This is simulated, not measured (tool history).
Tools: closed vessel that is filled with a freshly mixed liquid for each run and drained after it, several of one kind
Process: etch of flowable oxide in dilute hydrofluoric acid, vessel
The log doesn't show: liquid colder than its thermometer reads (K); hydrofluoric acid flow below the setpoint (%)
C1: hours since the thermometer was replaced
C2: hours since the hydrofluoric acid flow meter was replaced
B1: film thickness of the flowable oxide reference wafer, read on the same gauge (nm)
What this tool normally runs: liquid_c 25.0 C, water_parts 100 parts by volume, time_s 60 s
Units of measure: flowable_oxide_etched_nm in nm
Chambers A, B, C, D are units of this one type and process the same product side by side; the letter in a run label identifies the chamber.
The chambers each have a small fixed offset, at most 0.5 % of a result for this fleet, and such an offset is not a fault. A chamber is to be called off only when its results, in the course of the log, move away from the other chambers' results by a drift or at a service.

run 1A hour=4.6 | liquid_c=25.0 water_parts=100 time_s=60 | C1=2276.2 C2=265.7 | B1=100.040 | flowable_oxide_etched_nm=17.281
run 2C hour=14.0 | liquid_c=25.0 water_parts=100 time_s=60 | C1=445.6 C2=304.4 | B1=99.966 | flowable_oxide_etched_nm=17.189
run 3B hour=20.1 | liquid_c=25.0 water_parts=100 time_s=60 | C1=1628.0 C2=303.0 | B1=100.040 | flowable_oxide_etched_nm=17.297
run 4D hour=28.9 | liquid_c=25.0 water_parts=100 time_s=60 | C1=781.6 C2=443.7 | B1=100.030 | flowable_oxide_etched_nm=17.247
run 5A hour=33.9 | liquid_c=25.0 water_parts=100 time_s=60 | C1=2305.5 C2=295.0 | B1=100.000 | flowable_oxide_etched_nm=17.294
run 6C hour=42.1 | liquid_c=27.5 water_parts=100 time_s=60 | C1=473.7 C2=332.5 | B1=100.040 | flowable_oxide_etched_nm=18.886
run 7D hour=50.8 | liquid_c=27.5 water_parts=100 time_s=60 | C1=803.5 C2=465.6 | B1=100.030 | flowable_oxide_etched_nm=18.984
run 8B hour=56.9 | liquid_c=27.5 water_parts=100 time_s=60 | C1=1664.8 C2=339.8 | B1=99.993 | flowable_oxide_etched_nm=18.928
run 9C hour=62.9 | liquid_c=27.5 water_parts=100 time_s=60 | C1=494.5 C2=353.3 | B1=100.010 | flowable_oxide_etched_nm=18.990
run 10D hour=69.4 | liquid_c=25.0 water_parts=100 time_s=60 | C1=822.1 C2=484.2 | B1=100.030 | flowable_oxide_etched_nm=17.064
run 11A hour=77.8 | liquid_c=25.0 water_parts=100 time_s=60 | C1=2349.4 C2=338.9 | B1=99.993 | flowable_oxide_etched_nm=17.123
run 12B hour=86.5 | liquid_c=25.0 water_parts=100 time_s=60 | C1=1694.4 C2=369.4 | B1=99.991 | flowable_oxide_etched_nm=17.179
run 13D hour=93.1 | liquid_c=25.0 water_parts=100 time_s=60 | C1=845.8 C2=507.9 | B1=100.020 | flowable_oxide_etched_nm=17.001
run 14B hour=102.2 | liquid_c=25.0 water_parts=100 time_s=60 | C1=1710.1 C2=385.1 | B1=100.020 | flowable_oxide_etched_nm=17.297
run 15A hour=110.4 | liquid_c=25.0 water_parts=100 time_s=60 | C1=2382.0 C2=371.5 | B1=100.020 | flowable_oxide_etched_nm=17.148
run 16C hour=116.3 | liquid_c=25.0 water_parts=100 time_s=60 | C1=547.9 C2=406.7 | B1=99.975 | flowable_oxide_etched_nm=17.227
run 17D hour=122.3 | liquid_c=25.0 water_parts=100 time_s=60 | C1=875.0 C2=537.1 | B1=99.976 | flowable_oxide_etched_nm=17.015
run 18B hour=126.9 | liquid_c=22.0 water_parts=100 time_s=75 | C1=1734.8 C2=409.8 | B1=99.972 | flowable_oxide_etched_nm=19.211
run 19A hour=131.8 | liquid_c=22.0 water_parts=100 time_s=75 | C1=2403.4 C2=392.9 | B1=99.984 | flowable_oxide_etched_nm=19.209
run 20C hour=141.8 | liquid_c=22.0 water_parts=100 time_s=75 | C1=573.4 C2=432.2 | B1=99.997 | flowable_oxide_etched_nm=18.976
run 21B hour=149.7 | liquid_c=22.0 water_parts=100 time_s=75 | C1=1757.6 C2=432.6 | B1=99.986 | flowable_oxide_etched_nm=19.248
run 22A hour=159.4 | liquid_c=25.0 water_parts=100 time_s=60 | C1=2431.0 C2=420.5 | B1=100.010 | flowable_oxide_etched_nm=17.318
run 23C hour=168.7 | liquid_c=25.0 water_parts=80 time_s=60 | C1=600.3 C2=459.1 | B1=99.997 | flowable_oxide_etched_nm=22.325
run 24D hour=175.8 | liquid_c=25.0 water_parts=80 time_s=60 | C1=928.5 C2=590.6 | B1=100.010 | flowable_oxide_etched_nm=21.040
run 25B hour=183.4 | liquid_c=25.0 water_parts=80 time_s=60 | C1=1791.3 C2=466.3 | B1=100.000 | flowable_oxide_etched_nm=22.284
run 26A hour=191.4 | liquid_c=25.0 water_parts=80 time_s=60 | C1=2463.0 C2=452.5 | B1=100.030 | flowable_oxide_etched_nm=22.139
run 27C hour=196.2 | liquid_c=25.0 water_parts=100 time_s=60 | C1=627.8 C2=486.6 | B1=100.010 | flowable_oxide_etched_nm=17.141
run 28D hour=203.3 | liquid_c=25.0 water_parts=100 time_s=60 | C1=956.0 C2=618.1 | B1=99.964 | flowable_oxide_etched_nm=16.216
run 29B hour=209.5 | liquid_c=25.0 water_parts=100 time_s=60 | C1=1817.4 C2=492.4 | B1=100.010 | flowable_oxide_etched_nm=17.203
run 30C hour=218.2 | liquid_c=25.0 water_parts=100 time_s=60 | C1=649.8 C2=508.6 | B1=100.000 | flowable_oxide_etched_nm=17.163
run 31A hour=227.1 | liquid_c=25.0 water_parts=100 time_s=60 | C1=2498.7 C2=488.2 | B1=100.000 | flowable_oxide_etched_nm=17.111
run 32D hour=233.6 | liquid_c=25.0 water_parts=100 time_s=60 | C1=986.3 C2=648.4 | B1=100.010 | flowable_oxide_etched_nm=15.966
run 33B hour=239.3 | liquid_c=25.0 water_parts=100 time_s=60 | C1=1847.2 C2=522.2 | B1=100.000 | flowable_oxide_etched_nm=17.206
run 34C hour=246.6 | liquid_c=25.0 water_parts=100 time_s=60 | C1=678.2 C2=537.0 | B1=99.997 | flowable_oxide_etched_nm=17.320

Is one chamber out of step, is the gauge drifting, or do the chambers differ by no more than their own small offsets? For an off chamber, give its letter and the likeliest cause.

One chamber, D, drifts off from the rest bit by bit.
Most likely cause: liquid colder than its thermometer reads (K) = 2.01.
It could be hard to tell apart here from: hydrofluoric acid flow below the setpoint (%).

Below are 4 candidate recipes for chamber D's next run, each the usual settings with a change, their results shown as question marks. Which of them brings D's results back in line with what the other chambers give on the usual settings?
Counts as in line when no further than this from what the other chambers average on the usual settings: flowable_oxide_etched_nm 0.350 nm
run 35D-1 hour=254.1 | liquid_c=25.0 water_parts=105 time_s=55 | flowable_oxide_etched_nm=?
run 35D-2 hour=254.1 | liquid_c=25.0 water_parts=100 time_s=70 | flowable_oxide_etched_nm=?
run 35D-3 hour=254.1 | liquid_c=25.0 water_parts=100 time_s=65 | flowable_oxide_etched_nm=?
run 35D-4 hour=254.1 | liquid_c=23.0 water_parts=100 time_s=60 | flowable_oxide_etched_nm=?

Usual-settings mean across the other chambers: flowable_oxide_etched_nm 17.235 nm
run=35D-1 flowable_oxide_etched_nm=13.797
run=35D-2 flowable_oxide_etched_nm=18.564
run=35D-3 flowable_oxide_etched_nm=17.238
run=35D-4 flowable_oxide_etched_nm=14.678
35D-3 is the one that brings the chamber's results back in line with the other chambers.

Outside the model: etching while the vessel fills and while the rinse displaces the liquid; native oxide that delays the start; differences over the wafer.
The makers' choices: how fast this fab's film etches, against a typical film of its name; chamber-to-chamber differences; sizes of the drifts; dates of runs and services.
